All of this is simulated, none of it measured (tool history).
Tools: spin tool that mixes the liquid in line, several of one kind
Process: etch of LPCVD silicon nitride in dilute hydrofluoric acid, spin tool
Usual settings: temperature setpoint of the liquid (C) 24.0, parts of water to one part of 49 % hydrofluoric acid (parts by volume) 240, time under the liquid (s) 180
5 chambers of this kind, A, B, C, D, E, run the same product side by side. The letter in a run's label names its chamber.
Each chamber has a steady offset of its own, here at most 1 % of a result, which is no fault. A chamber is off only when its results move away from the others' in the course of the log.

run,day,temperature setpoint of the liquid (C),parts of water to one part of 49 % hydrofluoric acid (parts by volume),time under the liquid (s),hours since the thermometer was replaced,hours since the hydrofluoric acid flow meter was replaced,"read-back film thickness of the LPCVD silicon nitride reference wafer, read on the same gauge (nm)",thickness taken off the LPCVD silicon nitride on a monitor wafer (Å)
1A,0.292,24.0,240,180,414.5,745.7,29.985,3.9732
2D,0.575,24.0,240,180,1668.3,877.3,29.972,3.9636
3B,0.975,24.0,240,180,376.5,1779.3,30.002,3.6516
4C,1.317,24.0,240,180,1467.4,1071.8,29.972,4.3407
5E,1.558,24.0,240,180,460.9,624.2,30.008,3.7430
6E,1.917,24.0,240,180,469.5,632.8,29.988,3.9344
7A,2.162,24.0,160,255,459.4,790.6,30.061,7.8025
8D,2.492,24.0,160,255,1714.3,923.3,30.005,8.0648
9C,2.850,24.0,160,255,1504.2,1108.6,29.962,8.5116
10B,3.162,24.0,160,255,429.0,1831.8,30.052,9.0719
11D,3.500,24.0,160,255,1738.5,947.5,29.993,8.1577
12E,3.700,24.0,240,180,512.3,675.6,29.977,4.4419
13C,4.033,24.0,240,180,1532.6,1137.0,29.993,4.1255
14B,4.450,24.0,240,180,459.9,1862.7,29.996,4.2893
15A,4.875,24.0,240,180,524.5,855.7,30.049,4.5315
16D,5.104,21.5,310,180,1777.0,986.0,29.983,2.4457
17B,5.429,21.5,310,180,483.4,1886.2,30.009,2.7822
18C,5.771,21.5,310,180,1574.3,1178.7,30.008,2.2694
# day 5.958: chamber E: thermometer replaced
19A,6.004,21.5,310,180,551.6,882.8,30.031,2.6808
20E,6.400,21.5,310,180,10.7,740.4,29.998,2.5798
21A,6.746,24.0,240,180,569.4,900.6,30.026,4.3894
22E,7.042,24.0,240,180,26.1,755.8,30.036,3.6544
23B,7.467,24.0,240,180,532.3,1935.1,30.020,3.9504
24C,7.754,24.0,240,180,1621.9,1226.3,29.999,3.7742
25D,7.983,24.0,240,180,1846.1,1055.1,30.008,4.0728
26D,8.246,24.0,145,180,1852.4,1061.4,30.014,7.0285
27B,8.612,24.0,145,180,559.8,1962.6,29.972,6.2741
# day 8.771: chamber C: thermometer replaced
28E,8.833,24.0,145,180,69.1,798.8,29.987,6.0255
29A,9.208,24.0,145,180,628.5,959.7,29.992,6.2089
30C,9.571,24.0,145,180,19.3,1269.9,29.992,7.0639
31B,9.904,24.0,240,180,590.8,1993.6,29.971,4.4187
32E,10.158,24.0,240,180,100.9,830.6,30.036,4.6081

All 5 chambers run these settings next. Forecast each chamber's results:
33A,10.488,24.0,240,180,,,,?
33B,10.488,24.0,240,180,,,,?
33C,10.488,24.0,240,180,,,,?
33D,10.488,24.0,240,180,,,,?
33E,10.488,24.0,240,180,,,,?

run,thickness taken off the LPCVD silicon nitride on a monitor wafer (Å)
33A,3.9247
33B,3.9732
33C,4.2609
33D,3.8045
33E,4.4399
